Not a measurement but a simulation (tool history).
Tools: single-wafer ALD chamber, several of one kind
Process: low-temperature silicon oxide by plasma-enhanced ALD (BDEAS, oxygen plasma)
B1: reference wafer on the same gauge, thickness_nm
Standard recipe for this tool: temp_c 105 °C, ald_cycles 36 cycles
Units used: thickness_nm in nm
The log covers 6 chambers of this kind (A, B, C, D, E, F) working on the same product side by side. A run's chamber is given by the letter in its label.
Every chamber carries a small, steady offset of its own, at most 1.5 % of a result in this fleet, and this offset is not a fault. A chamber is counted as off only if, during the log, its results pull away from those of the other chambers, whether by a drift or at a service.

Run 1D, hour 3.6: usual settings; B1 5.2392. Result: thickness_nm 5.0791 nm.
Run 2C, hour 6.5: usual settings; B1 5.2381. Result: thickness_nm 5.0263 nm.
Run 3E, hour 10.8: usual settings; B1 5.2372. Result: thickness_nm 5.0504 nm.
Run 4B, hour 15.7: usual settings; B1 5.2365. Result: thickness_nm 5.0237 nm.
Run 5A, hour 21.7: usual settings; B1 5.2375. Result: thickness_nm 5.096 nm.
Run 6F, hour 28.3: usual settings; B1 5.2372. Result: thickness_nm 5.0752 nm.
Run 7E, hour 32.8: usual settings but ald_cycles 41 cycles; B1 5.2356. Result: thickness_nm 5.7626 nm.
Run 8F, hour 38.2: usual settings but ald_cycles 41 cycles; B1 5.2356. Result: thickness_nm 5.7717 nm.
Run 9B, hour 42.8: usual settings but ald_cycles 41 cycles; B1 5.2316. Result: thickness_nm 5.7266 nm.
Run 10D, hour 46.2: usual settings but ald_cycles 41 cycles; B1 5.2318. Result: thickness_nm 5.7689 nm.
Run 11C, hour 51.9: usual settings but ald_cycles 41 cycles; B1 5.2303. Result: thickness_nm 5.735 nm.
Run 12A, hour 58.6: usual settings but ald_cycles 41 cycles; B1 5.2306. Result: thickness_nm 5.8149 nm.
Run 13F, hour 63.2: usual settings; B1 5.2284. Result: thickness_nm 5.058 nm.
Run 14C, hour 69.1: usual settings; B1 5.2272. Result: thickness_nm 5.0271 nm.
Run 15E, hour 74.8: usual settings; B1 5.227. Result: thickness_nm 5.0639 nm.
Run 16B, hour 80.3: usual settings; B1 5.2242. Result: thickness_nm 5.0244 nm.
Run 17A, hour 85.4: usual settings; B1 5.2231. Result: thickness_nm 5.1085 nm.
Run 18D, hour 89.9: usual settings; B1 5.2239. Result: thickness_nm 5.0477 nm.
Run 19D, hour 94.2: usual settings; B1 5.2233. Result: thickness_nm 5.0484 nm.
Run 20B, hour 100.8: usual settings; B1 5.2213. Result: thickness_nm 5.0235 nm.
Run 21E, hour 105.4: usual settings; B1 5.2213. Result: thickness_nm 5.0499 nm.
Run 22C, hour 111.5: usual settings; B1 5.2199. Result: thickness_nm 5.0272 nm.
Run 23A, hour 118.2: usual settings; B1 5.222. Result: thickness_nm 5.0859 nm.
Run 24F, hour 124.1: usual settings; B1 5.2175. Result: thickness_nm 5.0557 nm.
Run 25E, hour 129.6: usual settings but temp_c 111 °C, ald_cycles 31 cycles; B1 5.2175. Result: thickness_nm 4.2944 nm.
Run 26C, hour 132.6: usual settings but temp_c 111 °C, ald_cycles 31 cycles; B1 5.218. Result: thickness_nm 4.2877 nm.
Run 27D, hour 137.5: usual settings but temp_c 111 °C, ald_cycles 31 cycles; B1 5.2161. Result: thickness_nm 4.2939 nm.
Run 28B, hour 141.9: usual settings but temp_c 111 °C, ald_cycles 31 cycles; B1 5.2155. Result: thickness_nm 4.2581 nm.
Run 29A, hour 145.7: usual settings but temp_c 111 °C, ald_cycles 31 cycles; B1 5.2142. Result: thickness_nm 4.3392 nm.
Run 30F, hour 151.4: usual settings but temp_c 111 °C, ald_cycles 31 cycles; B1 5.2133. Result: thickness_nm 4.3065 nm.
Run 31D, hour 156.4: usual settings; B1 5.2123. Result: thickness_nm 5.0521 nm.
Run 32A, hour 162.8: usual settings; B1 5.211. Result: thickness_nm 5.0908 nm.
Run 33C, hour 166.2: usual settings; B1 5.2131. Result: thickness_nm 5.0319 nm.
Run 34F, hour 172.3: usual settings but ald_cycles 42 cycles; B1 5.2111. Result: thickness_nm 5.8794 nm.
Run 35B, hour 176.6: usual settings but ald_cycles 42 cycles; B1 5.2089. Result: thickness_nm 5.8241 nm.
Run 36E, hour 180.9: usual settings but ald_cycles 42 cycles; B1 5.2095. Result: thickness_nm 5.8699 nm.
Run 37F, hour 187.2: usual settings but ald_cycles 42 cycles; B1 5.2061. Result: thickness_nm 5.8764 nm.
Run 38D, hour 193.3: usual settings but ald_cycles 42 cycles; B1 5.2052. Result: thickness_nm 5.8835 nm.

Predict what each chamber gives when all 6 of them run the settings below next.
Run 39A, hour 198.2: usual settings. Result: thickness_nm ?.
Run 39B, hour 198.2: usual settings. Result: thickness_nm ?.
Run 39C, hour 198.2: usual settings. Result: thickness_nm ?.
Run 39D, hour 198.2: usual settings. Result: thickness_nm ?.
Run 39E, hour 198.2: usual settings. Result: thickness_nm ?.
Run 39F, hour 198.2: usual settings. Result: thickness_nm ?.

run  thickness_nm
39A         5.073
39B        4.9851
39C        5.0152
39D        5.0461
39E         5.015
39F        5.0212
